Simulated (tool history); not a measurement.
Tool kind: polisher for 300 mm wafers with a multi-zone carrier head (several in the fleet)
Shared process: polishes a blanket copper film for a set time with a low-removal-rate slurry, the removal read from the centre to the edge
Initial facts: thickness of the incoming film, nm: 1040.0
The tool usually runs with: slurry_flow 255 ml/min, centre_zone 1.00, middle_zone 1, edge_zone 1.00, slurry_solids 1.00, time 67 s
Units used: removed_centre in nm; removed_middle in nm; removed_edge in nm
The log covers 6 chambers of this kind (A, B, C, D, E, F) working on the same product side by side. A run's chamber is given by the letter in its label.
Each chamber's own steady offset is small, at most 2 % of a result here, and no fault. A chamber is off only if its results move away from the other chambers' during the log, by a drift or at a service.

| run | hour | slurry_flow | centre_zone | middle_zone | edge_zone | slurry_solids | time | wafers polished on this pad | hours since the slurry nozzle was cleaned | hours since the centre zone pressure was calibrated | hours since the edge zone pressure was calibrated | removed_centre | removed_middle | removed_edge |
|---|---|---|---|---|---|---|---|---|---|---|---|---|---|---|
|  | 2.1 | chamber F: worn pad replaced by a new one |
|  | 6.3 | chamber E: worn pad replaced by a new one |
| 1A | 7.0 | 255 | 1.00 | 1 | 1.00 | 1.00 | 67 | 269 | 232.3 | 88.4 | 713.0 | 126.27 | 127.00 | 123.01 |
|  | 17.2 | chamber C: edge zone pressure recalibrated |
| 2D | 18.3 | 255 | 1.00 | 1 | 1.00 | 1.00 | 67 | 1001 | 265.5 | 242.7 | 97.1 | 125.40 | 124.03 | 125.32 |
| 3F | 26.0 | 255 | 1.00 | 1 | 1.00 | 1.00 | 67 | 308 | 80.0 | 467.0 | 440.1 | 124.47 | 125.23 | 124.21 |
|  | 27.8 | chamber C: worn pad replaced by a new one |
|  | 29.3 | chamber D: worn pad replaced by a new one |
|  | 34.2 | chamber B: worn pad replaced by a new one |
| 4B | 36.5 | 255 | 1.00 | 1 | 1.00 | 1.00 | 67 | 30 | 189.2 | 44.3 | 1045.2 | 126.43 | 127.02 | 124.61 |
| 5E | 48.5 | 210 | 1.00 | 1 | 1.00 | 0.90 | 67 | 543 | 547.8 | 159.1 | 833.2 | 117.83 | 115.49 | 122.46 |
| 6C | 54.1 | 210 | 1.00 | 1 | 1.00 | 0.90 | 67 | 338 | 324.1 | 245.8 | 37.0 | 118.98 | 119.37 | 120.25 |
| 7C | 62.2 | 210 | 1.00 | 1 | 1.00 | 0.90 | 67 | 443 | 332.2 | 253.9 | 45.1 | 120.89 | 118.21 | 120.70 |
|  | 63.5 | chamber A: worn pad replaced by a new one |
| 8F | 71.3 | 210 | 1.00 | 1 | 1.00 | 0.90 | 67 | 892 | 125.3 | 512.3 | 485.4 | 122.36 | 118.18 | 119.38 |
| 9B | 80.3 | 210 | 1.00 | 1 | 1.00 | 0.90 | 67 | 594 | 233.0 | 88.1 | 1089.0 | 121.22 | 119.14 | 117.56 |
| 10A | 86.2 | 210 | 1.00 | 1 | 1.00 | 0.90 | 67 | 292 | 311.5 | 167.6 | 792.2 | 119.18 | 116.28 | 120.57 |
| 11D | 91.5 | 255 | 1.00 | 1 | 1.00 | 1.00 | 67 | 802 | 338.7 | 315.9 | 170.3 | 126.02 | 128.33 | 123.96 |
|  | 98.7 | chamber C: worn pad replaced by a new one |
| 12E | 100.1 | 255 | 1.00 | 1 | 1.00 | 1.00 | 67 | 1207 | 599.4 | 210.7 | 884.8 | 124.44 | 125.55 | 125.63 |
|  | 101.6 | chamber F: edge zone pressure recalibrated |
| 13D | 105.4 | 255 | 1.00 | 1 | 1.00 | 1.00 | 67 | 981 | 352.6 | 329.8 | 184.2 | 125.75 | 125.70 | 124.52 |
|  | 107.1 | chamber F: worn pad replaced by a new one |
| 14A | 112.1 | 305 | 1.00 | 1 | 1.00 | 1.00 | 67 | 625 | 337.4 | 193.5 | 818.1 | 127.98 | 128.29 | 126.52 |
|  | 118.6 | chamber B: slurry nozzle cleaned |
|  | 120.3 | chamber D: worn pad replaced by a new one |
| 15E | 120.7 | 305 | 1.00 | 1 | 1.00 | 1.00 | 67 | 1473 | 620.0 | 231.3 | 905.4 | 126.49 | 126.79 | 128.05 |
|  | 127.5 | chamber E: worn pad replaced by a new one |
| 16C | 131.6 | 305 | 1.00 | 1 | 1.00 | 1.00 | 67 | 424 | 401.6 | 323.3 | 114.5 | 127.66 | 126.07 | 126.77 |
| 17F | 137.1 | 305 | 1.00 | 1 | 1.00 | 1.00 | 67 | 386 | 191.1 | 578.1 | 35.6 | 128.91 | 127.48 | 126.83 |
|  | 138.8 | chamber A: worn pad replaced by a new one |
| 18B | 144.3 | 305 | 1.00 | 1 | 1.00 | 1.00 | 67 | 1419 | 25.8 | 152.1 | 1153.0 | 128.82 | 127.11 | 126.24 |
|  | 152.4 | chamber B: worn pad replaced by a new one |
| 19B | 153.4 | 305 | 1.00 | 1 | 1.00 | 1.00 | 67 | 13 | 34.9 | 161.2 | 1162.1 | 128.73 | 127.97 | 127.00 |
|  | 158.1 | chamber C: worn pad replaced by a new one |
|  | 159.5 | chamber E: slurry nozzle cleaned |
| 20F | 161.3 | 255 | 1.00 | 1 | 1.00 | 1.00 | 67 | 698 | 215.3 | 602.3 | 59.8 | 127.19 | 124.06 | 125.66 |
|  | 168.0 | chamber B: edge zone pressure recalibrated |
| 21C | 173.0 | 255 | 1.00 | 1 | 1.00 | 1.00 | 67 | 192 | 443.0 | 364.7 | 155.9 | 125.35 | 124.01 | 126.44 |
| 22D | 179.6 | 255 | 0.90 | 1 | 1.00 | 1.00 | 67 | 764 | 426.8 | 404.0 | 258.4 | 111.05 | 125.36 | 124.32 |
|  | 180.1 | chamber A: slurry nozzle cleaned |
| 23A | 186.1 | 255 | 0.90 | 1 | 1.00 | 1.00 | 67 | 609 | 6.0 | 267.5 | 892.1 | 112.30 | 125.09 | 125.03 |
|  | 193.8 | chamber D: worn pad replaced by a new one |
| 24E | 194.7 | 255 | 0.90 | 1 | 1.00 | 1.00 | 67 | 865 | 35.3 | 305.3 | 979.4 | 110.19 | 121.39 | 126.12 |
| 25E | 206.3 | 255 | 0.90 | 1 | 1.00 | 1.00 | 67 | 1015 | 46.9 | 316.9 | 991.0 | 110.27 | 124.55 | 126.07 |
| 26F | 212.6 | 255 | 0.90 | 1 | 1.00 | 1.00 | 67 | 1359 | 266.6 | 653.6 | 111.1 | 111.60 | 124.25 | 125.78 |
|  | 215.7 | chamber F: worn pad replaced by a new one |
|  | 216.1 | chamber A: worn pad replaced by a new one |
|  | 220.7 | chamber D: centre zone pressure recalibrated |
| 27A | 222.2 | 255 | 0.90 | 1 | 1.00 | 1.00 | 67 | 78 | 42.1 | 303.6 | 928.2 | 112.86 | 125.79 | 125.73 |
|  | 231.0 | chamber C: worn pad replaced by a new one |
| 28D | 232.6 | 255 | 1.00 | 1 | 1.00 | 1.00 | 67 | 499 | 479.8 | 11.9 | 311.4 | 125.17 | 127.02 | 123.66 |
|  | 241.4 | chamber E: worn pad replaced by a new one |
| 29B | 242.9 | 255 | 1.00 | 1 | 1.00 | 1.00 | 67 | 1165 | 124.4 | 250.7 | 75.0 | 126.39 | 127.10 | 124.56 |
| 30C | 249.5 | 255 | 1.00 | 1 | 0.95 | 1.00 | 67 | 238 | 519.5 | 441.2 | 232.4 | 123.10 | 124.01 | 120.98 |
| 31E | 255.8 | 255 | 1.00 | 1 | 0.95 | 1.00 | 67 | 186 | 96.4 | 366.4 | 1040.5 | 124.00 | 125.78 | 123.38 |
| 32C | 264.0 | 255 | 1.00 | 1 | 0.95 | 1.00 | 67 | 425 | 534.0 | 455.7 | 246.9 | 124.49 | 121.80 | 121.60 |
| 33D | 273.0 | 255 | 1.00 | 1 | 0.95 | 1.00 | 67 | 1019 | 520.2 | 52.3 | 351.8 | 127.94 | 127.40 | 120.57 |
|  | 278.2 | chamber B: worn pad replaced by a new one |
| 34F | 280.3 | 255 | 1.00 | 1 | 0.95 | 1.00 | 67 | 832 | 334.3 | 721.3 | 178.8 | 125.23 | 126.79 | 122.26 |
|  | 288.5 | chamber D: worn pad replaced by a new one |
| 35B | 289.0 | 255 | 1.00 | 1 | 0.95 | 1.00 | 67 | 140 | 170.5 | 296.8 | 121.1 | 127.06 | 126.32 | 122.39 |
|  | 292.9 | chamber F: slurry nozzle cleaned |
|  | 293.9 | chamber A: worn pad replaced by a new one |
| 36A | 295.1 | 255 | 1.00 | 1 | 1.00 | 1.00 | 67 | 16 | 115.0 | 376.5 | 1001.1 | 126.80 | 127.15 | 125.69 |
|  | 303.0 | chamber C: worn pad replaced by a new one |
| 37E | 304.8 | 255 | 1.00 | 1 | 1.00 | 1.00 | 67 | 817 | 145.4 | 415.4 | 1089.5 | 122.85 | 125.69 | 125.31 |
| 38B | 312.2 | 255 | 1.00 | 1 | 1.00 | 1.00 | 67 | 439 | 193.7 | 320.0 | 144.3 | 125.53 | 125.13 | 126.10 |
| 39D | 319.0 | 255 | 1.00 | 1 | 1.06 | 0.85 | 67 | 393 | 566.2 | 98.3 | 397.8 | 120.46 | 122.13 | 124.21 |
| 40F | 327.7 | 255 | 1.00 | 1 | 1.06 | 0.85 | 67 | 1443 | 34.9 | 768.7 | 226.2 | 121.51 | 121.69 | 124.63 |
| 41C | 338.9 | 255 | 1.00 | 1 | 1.06 | 0.85 | 67 | 462 | 608.9 | 530.6 | 321.8 | 120.02 | 119.85 | 123.72 |

Is one chamber off against the others, does the gauge drift, or is nothing wrong? If a chamber is off, say which, and what the likeliest cause is.

Neither any chamber nor the gauge drifts; the chambers differ only by their own small, steady offsets.

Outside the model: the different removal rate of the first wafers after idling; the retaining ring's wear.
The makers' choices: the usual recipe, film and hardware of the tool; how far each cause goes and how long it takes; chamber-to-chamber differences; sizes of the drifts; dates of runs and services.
